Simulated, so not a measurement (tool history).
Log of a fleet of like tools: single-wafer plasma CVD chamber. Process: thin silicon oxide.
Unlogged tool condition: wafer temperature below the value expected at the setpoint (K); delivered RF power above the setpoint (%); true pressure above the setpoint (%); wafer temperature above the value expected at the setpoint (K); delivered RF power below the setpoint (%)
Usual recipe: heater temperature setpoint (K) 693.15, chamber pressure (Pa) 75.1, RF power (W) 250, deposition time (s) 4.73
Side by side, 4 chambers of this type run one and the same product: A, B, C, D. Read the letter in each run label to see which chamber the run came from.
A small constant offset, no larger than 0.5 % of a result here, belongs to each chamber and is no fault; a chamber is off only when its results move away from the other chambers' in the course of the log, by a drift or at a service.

run  hour  heater temperature setpoint (K)  chamber pressure (Pa)  RF power (W)  deposition time (s)  hours since the last thermocouple change  hours since the last RF generator calibration  hours since the last manometer calibration  read-back reference wafer on the same gauge, thickness_nm  mean film thickness on the monitor wafer (Å)
 1B   1.9                           693.15                   75.1           250                 4.73                                     320.3                                          798.5                                      1750.1                                                     4.4011                                        54.639
 2C   5.7                           693.15                   75.1           250                 4.73                                     577.6                                            134                                      2371.3                                                     4.3999                                        54.693
 3D   8.2                           693.15                   75.1           250                 4.73                                     949.4                                         1903.8                                       973.3                                                     4.3986                                        54.593
 4A  11.6                           693.15                   75.1           250                 4.73                                    1005.9                                           17.7                                      1112.7                                                     4.3992                                        55.327
 5C  15.8                           693.15                   75.1           250                 4.73                                     587.7                                          144.1                                      2381.4                                                     4.4028                                        54.839
 6A  19.7                           693.15                   75.1           250                 4.73                                      1014                                           25.8                                      1120.8                                                      4.401                                        55.035
 7B  23.5                           693.15                   75.1           250                 4.73                                     341.9                                          820.1                                      1771.7                                                     4.3989                                        54.731
     24.6  -- chamber D: capacitance manometer re-zeroed and calibrated
 8D  25.5                           693.15                   75.1           250                 4.73                                     966.7                                         1921.1                                         0.9                                                     4.4016                                        56.291
 9C  27.8                           693.15                   75.1           250                 4.73                                     599.7                                          156.1                                      2393.4                                                     4.3986                                        55.076
10D    30                           693.15                   75.1           250                 4.73                                     971.2                                         1925.6                                         5.4                                                     4.4007                                        56.431
11A  34.1                           693.15                   75.1           250                 4.73                                    1028.4                                           40.2                                      1135.2                                                      4.401                                        54.959
12B  38.3                           693.15                   75.1           250                 4.73                                     356.7                                          834.9                                      1786.5                                                     4.4023                                        54.705
13B  41.1                           693.15                   75.1           250                 4.73                                     359.5                                          837.7                                      1789.3                                                     4.3998                                        54.541
14C  43.2                           693.15                   75.1           250                 4.73                                     615.1                                          171.5                                      2408.8                                                     4.4012                                        54.637
15D  45.2                           693.15                   75.1           250                 4.73                                     986.4                                         1940.8                                        20.6                                                     4.3979                                         56.54
16A  47.6                           693.15                   75.1           250                 4.73                                    1041.9                                           53.7                                      1148.7                                                     4.4003                                         55.13
17A  51.7                           693.15                   75.1           250                 4.73                                      1046                                           57.8                                      1152.8                                                     4.4008                                        55.183
18B  54.6                           693.15                   75.1           250                 4.73                                       373                                          851.2                                      1802.8                                                     4.4009                                        54.681
19D  56.6                           693.15                   75.1           250                 4.73                                     997.8                                         1952.2                                          32                                                      4.399                                        56.142
20C  60.9                           693.15                   75.1           250                 4.73                                     632.8                                          189.2                                      2426.5                                                     4.3966                                        54.896
21D  63.6                           693.15                   75.1           250                 4.73                                    1004.8                                         1959.2                                          39                                                     4.4004                                        56.432
22C  66.3                           693.15                   75.1           250                 4.73                                     638.2                                          194.6                                      2431.9                                                     4.3985                                        54.956
23A  68.5                           693.15                   75.1           250                 4.73                                    1062.8                                           74.6                                      1169.6                                                     4.3994                                        54.993
24B  72.7                           693.15                   75.1           250                 4.73                                     391.1                                          869.3                                      1820.9                                                     4.4012                                        54.584
25B  74.6                           693.15                   75.1           210                 4.73                                       393                                          871.2                                      1822.8                                                     4.4008                                        50.159
26A  78.3                           693.15                   75.1           210                 4.73                                    1072.6                                           84.4                                      1179.4                                                     4.4017                                        50.547
27C  80.8                           693.15                   75.1           210                 4.73                                     652.7                                          209.1                                      2446.4                                                     4.4009                                        50.439

Predict what each chamber gives when all 4 of them run the settings below next.
28A  83.9                           693.15                   75.1           250                 4.73                                                                                                                                                                                                                                             ?
28B  83.9                           693.15                   75.1           250                 4.73                                                                                                                                                                                                                                             ?
28C  83.9                           693.15                   75.1           250                 4.73                                                                                                                                                                                                                                             ?
28D  83.9                           693.15                   75.1           250                 4.73                                                                                                                                                                                                                                             ?

run  mean film thickness on the monitor wafer (Å)
28A                                        55.012
28B                                        54.773
28C                                        55.049
28D                                        56.168
